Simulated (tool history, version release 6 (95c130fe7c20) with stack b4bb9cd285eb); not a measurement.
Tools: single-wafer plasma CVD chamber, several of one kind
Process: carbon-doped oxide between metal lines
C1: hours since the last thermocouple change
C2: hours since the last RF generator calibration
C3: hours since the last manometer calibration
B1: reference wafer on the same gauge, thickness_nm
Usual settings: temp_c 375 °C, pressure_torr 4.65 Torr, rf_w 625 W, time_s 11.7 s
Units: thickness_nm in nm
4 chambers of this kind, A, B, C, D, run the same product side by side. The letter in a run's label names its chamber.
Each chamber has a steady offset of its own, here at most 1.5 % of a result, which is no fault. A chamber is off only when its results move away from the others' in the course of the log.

{"hour": 1.3, "done": "chamber D: RF generator calibrated"}
{"run": "1D", "hour": 8.9, "temp_c": 375, "pressure_torr": 4.65, "rf_w": 625, "time_s": 11.7, "C1": 1895.2, "C2": 7.7, "C3": 308.2, "B1": 55.308, "thickness_nm": 65.535}
{"run": "2C", "hour": 22.4, "temp_c": 375, "pressure_torr": 4.65, "rf_w": 625, "time_s": 11.7, "C1": 1182.8, "C2": 779.6, "C3": 1200.2, "B1": 55.279, "thickness_nm": 64.759}
{"run": "3A", "hour": 29.6, "temp_c": 375, "pressure_torr": 4.65, "rf_w": 625, "time_s": 11.7, "C1": 1083.4, "C2": 506.7, "C3": 72.7, "B1": 55.277, "thickness_nm": 65.696}
{"run": "4B", "hour": 37.6, "temp_c": 375, "pressure_torr": 4.65, "rf_w": 625, "time_s": 11.7, "C1": 1497.1, "C2": 1563.8, "C3": 860.8, "B1": 55.245, "thickness_nm": 64.774}
{"run": "5B", "hour": 49.6, "temp_c": 375, "pressure_torr": 4.65, "rf_w": 625, "time_s": 11.7, "C1": 1509.1, "C2": 1575.8, "C3": 872.8, "B1": 55.255, "thickness_nm": 64.837}
{"run": "6C", "hour": 62.9, "temp_c": 375, "pressure_torr": 5.16, "rf_w": 710, "time_s": 11.7, "C1": 1223.3, "C2": 820.1, "C3": 1240.7, "B1": 55.27, "thickness_nm": 71.045}
{"run": "7D", "hour": 72.5, "temp_c": 375, "pressure_torr": 5.16, "rf_w": 710, "time_s": 11.7, "C1": 1958.8, "C2": 71.3, "C3": 371.8, "B1": 55.254, "thickness_nm": 71.558}
{"run": "8A", "hour": 79.3, "temp_c": 375, "pressure_torr": 5.16, "rf_w": 710, "time_s": 11.7, "C1": 1133.1, "C2": 556.4, "C3": 122.4, "B1": 55.246, "thickness_nm": 71.778}
{"run": "9A", "hour": 88.3, "temp_c": 375, "pressure_torr": 5.16, "rf_w": 710, "time_s": 11.7, "C1": 1142.1, "C2": 565.4, "C3": 131.4, "B1": 55.205, "thickness_nm": 71.931}
{"run": "10D", "hour": 101.4, "temp_c": 375, "pressure_torr": 4.65, "rf_w": 625, "time_s": 11.7, "C1": 1987.7, "C2": 100.2, "C3": 400.7, "B1": 55.244, "thickness_nm": 65.332}
{"run": "11B", "hour": 112.6, "temp_c": 375, "pressure_torr": 4.65, "rf_w": 625, "time_s": 11.7, "C1": 1572.1, "C2": 1638.8, "C3": 935.8, "B1": 55.214, "thickness_nm": 64.471}
{"run": "12C", "hour": 121.4, "temp_c": 375, "pressure_torr": 4.65, "rf_w": 625, "time_s": 11.7, "C1": 1281.8, "C2": 878.6, "C3": 1299.2, "B1": 55.215, "thickness_nm": 64.399}
{"run": "13D", "hour": 128.3, "temp_c": 375, "pressure_torr": 4.65, "rf_w": 625, "time_s": 11.7, "C1": 2014.6, "C2": 127.1, "C3": 427.6, "B1": 55.205, "thickness_nm": 65.276}
{"run": "14C", "hour": 137.2, "temp_c": 375, "pressure_torr": 4.65, "rf_w": 625, "time_s": 11.7, "C1": 1297.6, "C2": 894.4, "C3": 1315.0, "B1": 55.206, "thickness_nm": 64.385}
{"run": "15A", "hour": 151.4, "temp_c": 375, "pressure_torr": 4.65, "rf_w": 625, "time_s": 11.7, "C1": 1205.2, "C2": 628.5, "C3": 194.5, "B1": 55.185, "thickness_nm": 65.368}
{"run": "16B", "hour": 159.5, "temp_c": 375, "pressure_torr": 4.65, "rf_w": 625, "time_s": 11.7, "C1": 1619.0, "C2": 1685.7, "C3": 982.7, "B1": 55.201, "thickness_nm": 64.685}
{"run": "17D", "hour": 170.7, "temp_c": 375, "pressure_torr": 4.65, "rf_w": 625, "time_s": 11.7, "C1": 2057.0, "C2": 169.5, "C3": 470.0, "B1": 55.188, "thickness_nm": 65.181}
{"run": "18A", "hour": 177.1, "temp_c": 375, "pressure_torr": 4.65, "rf_w": 625, "time_s": 11.7, "C1": 1230.9, "C2": 654.2, "C3": 220.2, "B1": 55.161, "thickness_nm": 65.352}
{"run": "19B", "hour": 187.0, "temp_c": 375, "pressure_torr": 4.65, "rf_w": 625, "time_s": 11.7, "C1": 1646.5, "C2": 1713.2, "C3": 1010.2, "B1": 55.158, "thickness_nm": 64.517}
{"run": "20C", "hour": 200.3, "temp_c": 375, "pressure_torr": 3.87, "rf_w": 565, "time_s": 11.7, "C1": 1360.7, "C2": 957.5, "C3": 1378.1, "B1": 55.134, "thickness_nm": 58.93}
{"run": "21A", "hour": 210.9, "temp_c": 375, "pressure_torr": 3.87, "rf_w": 565, "time_s": 11.7, "C1": 1264.7, "C2": 688.0, "C3": 254.0, "B1": 55.153, "thickness_nm": 59.897}
{"run": "22B", "hour": 222.2, "temp_c": 375, "pressure_torr": 3.87, "rf_w": 565, "time_s": 11.7, "C1": 1681.7, "C2": 1748.4, "C3": 1045.4, "B1": 55.134, "thickness_nm": 58.952}
{"run": "23D", "hour": 233.5, "temp_c": 375, "pressure_torr": 3.87, "rf_w": 565, "time_s": 11.7, "C1": 2119.8, "C2": 232.3, "C3": 532.8, "B1": 55.111, "thickness_nm": 59.971}
{"run": "24C", "hour": 244.1, "temp_c": 375, "pressure_torr": 4.65, "rf_w": 625, "time_s": 11.7, "C1": 1404.5, "C2": 1001.3, "C3": 1421.9, "B1": 55.121, "thickness_nm": 64.447}
{"run": "25C", "hour": 255.0, "temp_c": 375, "pressure_torr": 4.65, "rf_w": 625, "time_s": 11.7, "C1": 1415.4, "C2": 1012.2, "C3": 1432.8, "B1": 55.113, "thickness_nm": 64.267}
{"run": "26D", "hour": 264.1, "temp_c": 375, "pressure_torr": 4.65, "rf_w": 625, "time_s": 11.7, "C1": 2150.4, "C2": 262.9, "C3": 563.4, "B1": 55.113, "thickness_nm": 65.052}
{"run": "27B", "hour": 274.1, "temp_c": 375, "pressure_torr": 4.65, "rf_w": 625, "time_s": 11.7, "C1": 1733.6, "C2": 1800.3, "C3": 1097.3, "B1": 55.086, "thickness_nm": 64.599}
{"run": "28A", "hour": 283.1, "temp_c": 375, "pressure_torr": 4.65, "rf_w": 625, "time_s": 11.7, "C1": 1336.9, "C2": 760.2, "C3": 326.2, "B1": 55.085, "thickness_nm": 65.335}
{"run": "29C", "hour": 292.0, "temp_c": 375, "pressure_torr": 4.65, "rf_w": 625, "time_s": 11.7, "C1": 1452.4, "C2": 1049.2, "C3": 1469.8, "B1": 55.09, "thickness_nm": 64.394}
{"run": "30B", "hour": 299.3, "temp_c": 375, "pressure_torr": 4.65, "rf_w": 625, "time_s": 11.7, "C1": 1758.8, "C2": 1825.5, "C3": 1122.5, "B1": 55.064, "thickness_nm": 64.46}
{"run": "31D", "hour": 313.0, "temp_c": 375, "pressure_torr": 4.65, "rf_w": 625, "time_s": 11.7, "C1": 2199.3, "C2": 311.8, "C3": 612.3, "B1": 55.071, "thickness_nm": 65.02}
{"run": "32A", "hour": 322.9, "temp_c": 375, "pressure_torr": 4.65, "rf_w": 625, "time_s": 11.7, "C1": 1376.7, "C2": 800.0, "C3": 366.0, "B1": 55.041, "thickness_nm": 65.226}
{"run": "33A", "hour": 336.6, "temp_c": 375, "pressure_torr": 4.65, "rf_w": 625, "time_s": 11.7, "C1": 1390.4, "C2": 813.7, "C3": 379.7, "B1": 55.045, "thickness_nm": 65.273}
{"run": "34C", "hour": 346.1, "temp_c": 375, "pressure_torr": 4.65, "rf_w": 625, "time_s": 11.7, "C1": 1506.5, "C2": 1103.3, "C3": 1523.9, "B1": 55.032, "thickness_nm": 64.277}
{"run": "35B", "hour": 356.5, "temp_c": 375, "pressure_torr": 4.65, "rf_w": 625, "time_s": 11.7, "C1": 1816.0, "C2": 1882.7, "C3": 1179.7, "B1": 55.021, "thickness_nm": 64.535}
{"run": "36D", "hour": 370.5, "temp_c": 375, "pressure_torr": 4.65, "rf_w": 625, "time_s": 11.7, "C1": 2256.8, "C2": 369.3, "C3": 669.8, "B1": 55.013, "thickness_nm": 64.986}
{"hour": 371.6, "done": "chamber C: capacitance manometer re-zeroed and calibrated"}
{"run": "37C", "hour": 379.4, "temp_c": 375, "pressure_torr": 4.65, "rf_w": 625, "time_s": 11.7, "C1": 1539.8, "C2": 1136.6, "C3": 7.8, "B1": 55.01, "thickness_nm": 64.324}
{"run": "38A", "hour": 390.9, "temp_c": 375, "pressure_torr": 4.65, "rf_w": 625, "time_s": 11.7, "C1": 1444.7, "C2": 868.0, "C3": 434.0, "B1": 55.029, "thickness_nm": 65.31}
{"run": "39B", "hour": 399.6, "temp_c": 375, "pressure_torr": 4.65, "rf_w": 625, "time_s": 11.7, "C1": 1859.1, "C2": 1925.8, "C3": 1222.8, "B1": 54.995, "thickness_nm": 64.493}
{"run": "40D", "hour": 413.4, "temp_c": 375, "pressure_torr": 4.65, "rf_w": 625, "time_s": 12.7, "C1": 2299.7, "C2": 412.2, "C3": 712.7, "B1": 54.987, "thickness_nm": 70.6}
{"run": "41D", "hour": 423.6, "temp_c": 375, "pressure_torr": 4.65, "rf_w": 625, "time_s": 12.7, "C1": 2309.9, "C2": 422.4, "C3": 722.9, "B1": 54.995, "thickness_nm": 70.443}

Is one chamber off against the others, does the gauge drift, or is nothing wrong? If a chamber is off, say which, and what the likeliest cause is.

The gauge drifts, so all chambers seem to drift together. No chamber is off.
Cause: gauge reads low (%) = 0.588.

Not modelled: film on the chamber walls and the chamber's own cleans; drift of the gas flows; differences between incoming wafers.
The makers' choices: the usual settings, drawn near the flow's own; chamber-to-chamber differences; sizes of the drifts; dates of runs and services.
